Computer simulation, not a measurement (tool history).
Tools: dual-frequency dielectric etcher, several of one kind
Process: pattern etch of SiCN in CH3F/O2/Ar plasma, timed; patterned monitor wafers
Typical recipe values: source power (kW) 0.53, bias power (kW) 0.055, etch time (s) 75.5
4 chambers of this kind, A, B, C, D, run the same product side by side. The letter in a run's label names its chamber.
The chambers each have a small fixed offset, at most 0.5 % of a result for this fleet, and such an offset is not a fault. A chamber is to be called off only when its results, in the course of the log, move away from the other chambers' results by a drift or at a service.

run	hour	source power (kW)	bias power (kW)	etch time (s)	read-back reference wafer on the same gauge, depth_nm	mean etch depth across the wafer (nm)
# hour 1.9: chamber C: bias power generator calibrated
1C	8.1	0.53	0.055	75.5	28.401	28.657
2D	21.1	0.53	0.055	75.5	28.405	28.837
3B	32.9	0.53	0.055	75.5	28.39	28.741
4A	41.4	0.53	0.055	75.5	28.378	28.79
# hour 42.1: chamber A: source power generator calibrated
5B	52	0.53	0.055	75.5	28.407	28.881
# hour 53.4: chamber A: wet clean of the chamber
6A	59.3	0.53	0.055	75.5	28.395	28.687
7D	72.8	0.53	0.055	75.5	28.384	29.033
8C	80.8	0.53	0.055	75.5	28.405	28.714
9A	92.3	0.53	0.055	75.5	28.413	28.884
10D	99	0.53	0.066	75.5	28.381	30.601
11B	108	0.53	0.066	75.5	28.401	30.524
# hour 119.7: chamber B: wet clean of the chamber
12C	120.1	0.53	0.066	75.5	28.423	30.82
13B	130.3	0.53	0.066	75.5	28.385	30.392
14D	136.7	0.53	0.055	75.5	28.369	28.594
15A	143.9	0.53	0.055	75.5	28.399	28.908
16C	157.1	0.53	0.055	75.5	28.399	28.875
17D	171.5	0.53	0.055	75.5	28.421	28.799
18C	179.3	0.53	0.055	75.5	28.438	28.817
19A	193.6	0.53	0.055	75.5	28.392	28.735
20B	200	0.53	0.055	75.5	28.397	28.762
21C	207.7	0.53	0.055	75.5	28.379	28.573
22B	222	0.53	0.055	75.5	28.368	28.7
23A	235.5	0.53	0.055	75.5	28.406	28.608
24D	243.3	0.53	0.055	75.5	28.397	28.576
25D	254.2	0.53	0.055	75.5	28.371	28.375
26B	264.4	0.53	0.068	82.5	28.4	33.741
27A	275.6	0.53	0.068	82.5	28.371	33.699
28C	285.3	0.53	0.068	82.5	28.431	33.695
29B	294.8	0.53	0.068	82.5	28.387	33.764
30A	303.1	0.4	0.055	65	28.345	22.432
# hour 308.9: chamber C: source power generator calibrated
# hour 314.1: chamber C: wet clean of the chamber
31D	316.6	0.4	0.055	65	28.405	21.816
32C	329.3	0.4	0.055	65	28.414	22.289
33C	337.4	0.4	0.055	65	28.381	22.23

Is one chamber off against the others, does the gauge drift, or is nothing wrong? If a chamber is off, say which, and what the likeliest cause is.

Chamber D drifts away from the others.
Most likely cause: etch rate under this chamber's usual, % = 3.2.

Which of the 4 candidates below, each the usual settings with something changed and its results left as question marks, puts chamber D back in line with what the other chambers give on the usual settings?
In line means no further than this from the other chambers' mean on the usual settings: mean etch depth across the wafer (nm) 0.49
34D-1	347.9	0.53	0.055	77.5		?
34D-2	347.9	0.53	0.047	75.5		?
34D-3	347.9	0.53	0.055	74		?
34D-4	347.9	0.53	0.065	75.5		?

What the other chambers average on the usual settings: mean etch depth across the wafer (nm) 28.826
run	mean etch depth across the wafer (nm)
34D-1	28.748
34D-2	26.622
34D-3	27.45
34D-4	29.624
With 34D-1, the chamber falls back in line with the rest.
